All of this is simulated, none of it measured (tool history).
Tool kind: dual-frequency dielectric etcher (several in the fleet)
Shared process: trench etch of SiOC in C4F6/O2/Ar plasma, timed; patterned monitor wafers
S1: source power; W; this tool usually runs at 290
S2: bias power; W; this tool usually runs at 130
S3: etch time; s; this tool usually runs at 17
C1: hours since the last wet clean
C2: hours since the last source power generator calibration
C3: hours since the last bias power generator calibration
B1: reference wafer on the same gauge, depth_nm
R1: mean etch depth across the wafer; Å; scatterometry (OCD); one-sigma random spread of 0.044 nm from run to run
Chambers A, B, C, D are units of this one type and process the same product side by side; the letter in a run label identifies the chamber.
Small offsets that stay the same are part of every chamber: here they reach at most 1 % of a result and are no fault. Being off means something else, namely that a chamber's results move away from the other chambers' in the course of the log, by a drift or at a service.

| run | hour | S1 | S2 | S3 | C1 | C2 | C3 | B1 | R1 |
|---|---|---|---|---|---|---|---|---|---|
| 1A | 10.3 | 290 | 130 | 17 | 196.4 | 1407.0 | 779.7 | 27.804 | 279.18 |
| 2C | 22.0 | 290 | 130 | 17 | 276.2 | 357.2 | 292.5 | 27.813 | 280.21 |
| 3D | 28.9 | 290 | 130 | 17 | 400.1 | 3827.6 | 2530.4 | 27.817 | 279.50 |
| 4B | 36.3 | 290 | 130 | 17 | 229.7 | 1812.6 | 2487.2 | 27.820 | 281.12 |
| 5A | 47.5 | 290 | 130 | 17 | 233.6 | 1444.2 | 816.9 | 27.827 | 279.76 |
| 6D | 60.6 | 310 | 130 | 19 | 431.8 | 3859.3 | 2562.1 | 27.838 | 321.75 |
| 7B | 71.5 | 310 | 130 | 19 | 264.9 | 1847.8 | 2522.4 | 27.840 | 324.08 |
| 8C | 81.6 | 310 | 130 | 19 | 335.8 | 416.8 | 352.1 | 27.849 | 323.12 |
| 9A | 90.8 | 310 | 130 | 19 | 276.9 | 1487.5 | 860.2 | 27.850 | 321.35 |
| 10C | 97.9 | 290 | 130 | 17 | 352.1 | 433.1 | 368.4 | 27.862 | 279.59 |
| 11D | 104.5 | 290 | 130 | 17 | 475.7 | 3903.2 | 2606.0 | 27.858 | 279.85 |
| 12B | 111.2 | 290 | 130 | 17 | 304.6 | 1887.5 | 2562.1 | 27.863 | 282.13 |
| 13C | 120.0 | 290 | 130 | 17 | 374.2 | 455.2 | 390.5 | 27.861 | 280.99 |
| 14B | 128.8 | 290 | 130 | 17 | 322.2 | 1905.1 | 2579.7 | 27.873 | 282.49 |
| 15D | 135.4 | 290 | 130 | 17 | 506.6 | 3934.1 | 2636.9 | 27.875 | 280.45 |
| 16A | 143.3 | 290 | 130 | 17 | 329.4 | 1540.0 | 912.7 | 27.887 | 279.90 |
| 17B | 153.0 | 230 | 112 | 17 | 346.4 | 1929.3 | 2603.9 | 27.878 | 246.47 |
| 18C | 166.5 | 230 | 112 | 17 | 420.7 | 501.7 | 437.0 | 27.897 | 245.11 |
| 19D | 179.6 | 230 | 112 | 17 | 550.8 | 3978.3 | 2681.1 | 27.899 | 245.12 |
|  | 185.0 | chamber A: source power generator calibrated |
| 20A | 187.8 | 230 | 112 | 17 | 373.9 | 2.9 | 957.2 | 27.912 | 244.41 |
|  | 193.2 | chamber B: wet clean of the chamber |
| 21D | 194.5 | 260 | 105 | 17 | 565.7 | 3993.2 | 2696.0 | 27.915 | 252.63 |
| 22B | 204.9 | 260 | 105 | 17 | 11.8 | 1981.2 | 2655.8 | 27.915 | 255.41 |
| 23C | 216.0 | 260 | 105 | 17 | 470.2 | 551.2 | 486.5 | 27.926 | 253.13 |
|  | 219.4 | chamber D: wet clean of the chamber |
| 24A | 222.9 | 260 | 105 | 17 | 409.0 | 38.0 | 992.3 | 27.919 | 252.14 |
| 25C | 233.1 | 290 | 130 | 17 | 487.3 | 568.3 | 503.6 | 27.934 | 280.77 |
| 26D | 244.7 | 290 | 130 | 17 | 25.3 | 4043.4 | 2746.2 | 27.946 | 281.23 |
|  | 248.3 | chamber C: wet clean of the chamber |
| 27B | 254.3 | 290 | 130 | 17 | 61.2 | 2030.6 | 2705.2 | 27.947 | 283.54 |
|  | 258.8 | chamber A: wet clean of the chamber |
| 28A | 263.2 | 290 | 130 | 17 | 4.5 | 78.3 | 1032.6 | 27.957 | 280.65 |
|  | 263.8 | chamber D: source power generator calibrated |
| 29D | 274.7 | 290 | 130 | 17 | 55.3 | 10.9 | 2776.2 | 27.958 | 280.90 |
| 30A | 287.0 | 330 | 130 | 17 | 28.3 | 102.1 | 1056.4 | 27.963 | 295.67 |
| 31C | 294.4 | 330 | 130 | 17 | 46.2 | 629.6 | 564.9 | 27.979 | 297.04 |
| 32B | 304.6 | 330 | 130 | 17 | 111.5 | 2080.9 | 2755.5 | 27.980 | 298.00 |

Each of the 4 chambers runs these same settings next. Fill in every chamber's results:
| 33A | 314.3 | 290 | 130 | 17 |  |  |  |  | ? |
| 33B | 314.3 | 290 | 130 | 17 |  |  |  |  | ? |
| 33C | 314.3 | 290 | 130 | 17 |  |  |  |  | ? |
| 33D | 314.3 | 290 | 130 | 17 |  |  |  |  | ? |

| run | R1 |
|---|---|
| 33A | 281.04 |
| 33B | 284.24 |
| 33C | 283.09 |
| 33D | 280.88 |
